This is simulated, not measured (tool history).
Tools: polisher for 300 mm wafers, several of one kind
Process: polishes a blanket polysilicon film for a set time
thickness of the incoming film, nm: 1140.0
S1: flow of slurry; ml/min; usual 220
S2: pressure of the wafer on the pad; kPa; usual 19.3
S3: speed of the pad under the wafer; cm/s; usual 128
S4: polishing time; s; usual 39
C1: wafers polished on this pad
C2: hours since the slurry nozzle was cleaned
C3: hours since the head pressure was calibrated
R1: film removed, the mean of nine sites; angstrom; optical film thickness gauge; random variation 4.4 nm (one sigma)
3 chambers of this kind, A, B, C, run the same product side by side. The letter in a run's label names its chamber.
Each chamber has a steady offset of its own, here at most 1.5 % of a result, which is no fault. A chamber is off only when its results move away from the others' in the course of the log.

At hour 4.3: chamber C: worn pad replaced by a new one.
Run 1C, hour 5.4: usual settings; C1 13; C2 222.0; C3 263.0. Result: R1 3779.6 angstrom.
At hour 6.6: chamber B: head pressure recalibrated.
Run 2B, hour 10.8: usual settings; C1 1181; C2 88.5; C3 4.3. Result: R1 3688.6 angstrom.
At hour 15.2: chamber B: worn pad replaced by a new one.
Run 3A, hour 22.4: usual settings; C1 921; C2 175.8; C3 155.4. Result: R1 3816.5 angstrom.
Run 4C, hour 30.6: usual settings; C1 311; C2 247.2; C3 288.2. Result: R1 3650.5 angstrom.
Run 5B, hour 36.9: usual settings but S3 102 cm/s, S4 47 s; C1 256; C2 114.6; C3 30.4. Result: R1 3555.9 angstrom.
Run 6A, hour 42.2: usual settings but S3 102 cm/s, S4 47 s; C1 1154; C2 195.6; C3 175.2. Result: R1 3719.2 angstrom.
Run 7A, hour 48.4: usual settings but S3 102 cm/s, S4 47 s; C1 1227; C2 201.8; C3 181.4. Result: R1 3618.8 angstrom.
At hour 50.1: chamber A: worn pad replaced by a new one.
Run 8B, hour 56.7: usual settings but S2 21.4 kPa, S4 33 s; C1 490; C2 134.4; C3 50.2. Result: R1 3443.8 angstrom.
Run 9C, hour 63.5: usual settings but S2 21.4 kPa, S4 33 s; C1 699; C2 280.1; C3 321.1. Result: R1 3429.9 angstrom.
Run 10A, hour 71.1: usual settings but S2 21.4 kPa, S4 33 s; C1 248; C2 224.5; C3 204.1. Result: R1 3620.2 angstrom.
Run 11B, hour 78.7: usual settings; C1 750; C2 156.4; C3 72.2. Result: R1 3715.1 angstrom.
Run 12C, hour 89.1: usual settings; C1 1001; C2 305.7; C3 346.7. Result: R1 3744.1 angstrom.
Run 13C, hour 95.1: usual settings; C1 1072; C2 311.7; C3 352.7. Result: R1 3732.1 angstrom.
Run 14A, hour 101.1: usual settings; C1 602; C2 254.5; C3 234.1. Result: R1 3840.8 angstrom.
At hour 102.5: chamber C: worn pad replaced by a new one.
Run 15B, hour 113.3: usual settings; C1 1158; C2 191.0; C3 106.8. Result: R1 3675.3 angstrom.
Run 16B, hour 119.0: usual settings; C1 1225; C2 196.7; C3 112.5. Result: R1 3705.3 angstrom.
At hour 122.3: chamber B: worn pad replaced by a new one.
Run 17C, hour 128.3: usual settings; C1 305; C2 344.9; C3 385.9. Result: R1 3676.4 angstrom.
Run 18A, hour 139.8: usual settings; C1 1059; C2 293.2; C3 272.8. Result: R1 3773.7 angstrom.
Run 19B, hour 151.5: usual settings; C1 344; C2 229.2; C3 145.0. Result: R1 3805.4 angstrom.
Run 20C, hour 159.6: usual settings but S2 17.2 kPa; C1 674; C2 376.2; C3 417.2. Result: R1 3302.6 angstrom.

Next, every chamber runs the same settings. What will each give?
Run 21A, hour 168.4: usual settings. Result: R1 ?.
Run 21B, hour 168.4: usual settings. Result: R1 ?.
Run 21C, hour 168.4: usual settings. Result: R1 ?.

run      R1
21A  3805.0
21B  3734.5
21C  3637.8
